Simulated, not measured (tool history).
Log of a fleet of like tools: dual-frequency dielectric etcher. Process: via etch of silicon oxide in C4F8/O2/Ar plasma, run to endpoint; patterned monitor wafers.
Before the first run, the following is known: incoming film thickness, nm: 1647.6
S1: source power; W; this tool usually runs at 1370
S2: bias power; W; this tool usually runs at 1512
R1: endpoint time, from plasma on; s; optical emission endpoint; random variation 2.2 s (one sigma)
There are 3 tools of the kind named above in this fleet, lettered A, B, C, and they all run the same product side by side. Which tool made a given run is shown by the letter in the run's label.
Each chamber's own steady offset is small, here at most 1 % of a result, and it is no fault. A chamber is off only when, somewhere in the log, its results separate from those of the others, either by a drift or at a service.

run 1B hour=2.4 | S1=1370 S2=1512 | R1=409.12
run 2C hour=5.3 | S1=1370 S2=1512 | R1=408.12
run 3A hour=7.7 | S1=1370 S2=1512 | R1=409.84
run 4A hour=11.3 | S1=1370 S2=1512 | R1=412.86
run 5C hour=14.2 | S1=1370 S2=1332 | R1=422.42
run 6B hour=18.5 | S1=1370 S2=1332 | R1=419.41
run 7B hour=20.8 | S1=1370 S2=1332 | R1=420.76
run 8C hour=24.9 | S1=1370 S2=1512 | R1=407.90
run 9A hour=28.0 | S1=1370 S2=1691 | R1=400.66
-- hour=30.4 chamber A: wet clean of the chamber
run 10A hour=30.6 | S1=1370 S2=1691 | R1=415.38
run 11B hour=34.0 | S1=1370 S2=1691 | R1=394.80
run 12C hour=38.5 | S1=1370 S2=1512 | R1=411.42
run 13A hour=43.1 | S1=1370 S2=1512 | R1=430.25
run 14B hour=47.8 | S1=1370 S2=1512 | R1=406.78
run 15C hour=51.3 | S1=1370 S2=1512 | R1=407.51
run 16A hour=55.0 | S1=1370 S2=1512 | R1=428.36
run 17B hour=57.8 | S1=1370 S2=1512 | R1=403.62
run 18C hour=62.5 | S1=1090 S2=1290 | R1=465.92
run 19A hour=67.3 | S1=1090 S2=1290 | R1=490.76
run 20B hour=70.1 | S1=1090 S2=1290 | R1=466.98
run 21C hour=72.4 | S1=1370 S2=1512 | R1=405.59

Next, every chamber runs the same settings. What will each give?
run 22A hour=76.0 | S1=1060 S2=1512 | R1=?
run 22B hour=76.0 | S1=1060 S2=1512 | R1=?
run 22C hour=76.0 | S1=1060 S2=1512 | R1=?

run=22A R1=477.93
run=22B R1=453.20
run=22C R1=449.53

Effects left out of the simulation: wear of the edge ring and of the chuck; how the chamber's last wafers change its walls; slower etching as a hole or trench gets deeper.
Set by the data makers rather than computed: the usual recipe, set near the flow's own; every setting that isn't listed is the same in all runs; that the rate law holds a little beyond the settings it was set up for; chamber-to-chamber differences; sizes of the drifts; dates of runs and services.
